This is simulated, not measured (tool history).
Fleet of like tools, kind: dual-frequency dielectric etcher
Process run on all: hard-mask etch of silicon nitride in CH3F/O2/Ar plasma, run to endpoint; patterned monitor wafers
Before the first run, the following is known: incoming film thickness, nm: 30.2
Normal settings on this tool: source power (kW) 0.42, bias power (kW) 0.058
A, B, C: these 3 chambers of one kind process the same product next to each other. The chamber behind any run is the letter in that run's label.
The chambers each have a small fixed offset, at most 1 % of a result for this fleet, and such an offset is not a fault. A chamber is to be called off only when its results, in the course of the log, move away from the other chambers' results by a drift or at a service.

run	hour	source power (kW)	bias power (kW)	hours since the last wet clean	hours since the last source power generator calibration	hours since the last bias power generator calibration	endpoint time (s)
1B	7.9	0.42	0.058	372.3	262.2	4895.1	46.102
2A	16.7	0.42	0.058	38.7	1183	928.8	46.054
3C	21.6	0.42	0.058	25.7	1029.3	2519.7	45.919
4B	28.8	0.42	0.058	393.2	283.1	4916	46.13
5C	33.8	0.42	0.058	37.9	1041.5	2531.9	46.27
6A	43.3	0.42	0.058	65.3	1209.6	955.4	45.842
7B	51.4	0.42	0.058	415.8	305.7	4938.6	46.443
8A	58.8	0.42	0.058	80.8	1225.1	970.9	46.326
# hour 60.2: chamber B: wet clean of the chamber
9C	64.2	0.42	0.058	68.3	1071.9	2562.3	46.043
10A	72.5	0.42	0.058	94.5	1238.8	984.6	45.869
11B	80.6	0.42	0.058	20.5	334.9	4967.8	46.282
12C	88	0.42	0.058	92.1	1095.7	2586.1	45.73
13A	93.3	0.42	0.058	115.3	1259.6	1005.4	46.258
14B	98.5	0.42	0.058	38.4	352.8	4985.7	46.659
15C	107.6	0.42	0.058	111.7	1115.3	2605.7	46.216
16C	113.5	0.42	0.045	117.6	1121.2	2611.6	50.37
17A	119.3	0.42	0.045	141.3	1285.6	1031.4	50.841
18B	124.5	0.42	0.045	64.4	378.8	5011.7	49.988
19A	129.3	0.42	0.058	151.3	1295.6	1041.4	46.73
20C	136.3	0.35	0.052	140.4	1144	2634.4	50.572
21B	143.8	0.35	0.052	83.7	398.1	5031	51.45
22B	152.2	0.35	0.052	92.1	406.5	5039.4	51.38
23C	158.5	0.42	0.058	162.6	1166.2	2656.6	45.793
24A	165.3	0.42	0.058	187.3	1331.6	1077.4	45.628
25A	172.3	0.42	0.058	194.3	1338.6	1084.4	46.121
26B	179.9	0.42	0.058	119.8	434.2	5067.1	46.062
27C	186.2	0.42	0.058	190.3	1193.9	2684.3	46.176
28C	190.8	0.38	0.063	194.9	1198.5	2688.9	46.741
29A	200.3	0.38	0.063	222.3	1366.6	1112.4	46.876
30B	205.4	0.38	0.063	145.3	459.7	5092.6	47.243

Next, all 3 chambers run the settings below, one line each with question marks for the results. What does each chamber give?
31A	212.8	0.42	0.058				?
31B	212.8	0.42	0.058				?
31C	212.8	0.42	0.058				?

run	endpoint time (s)
31A	46.289
31B	46.149
31C	46.096
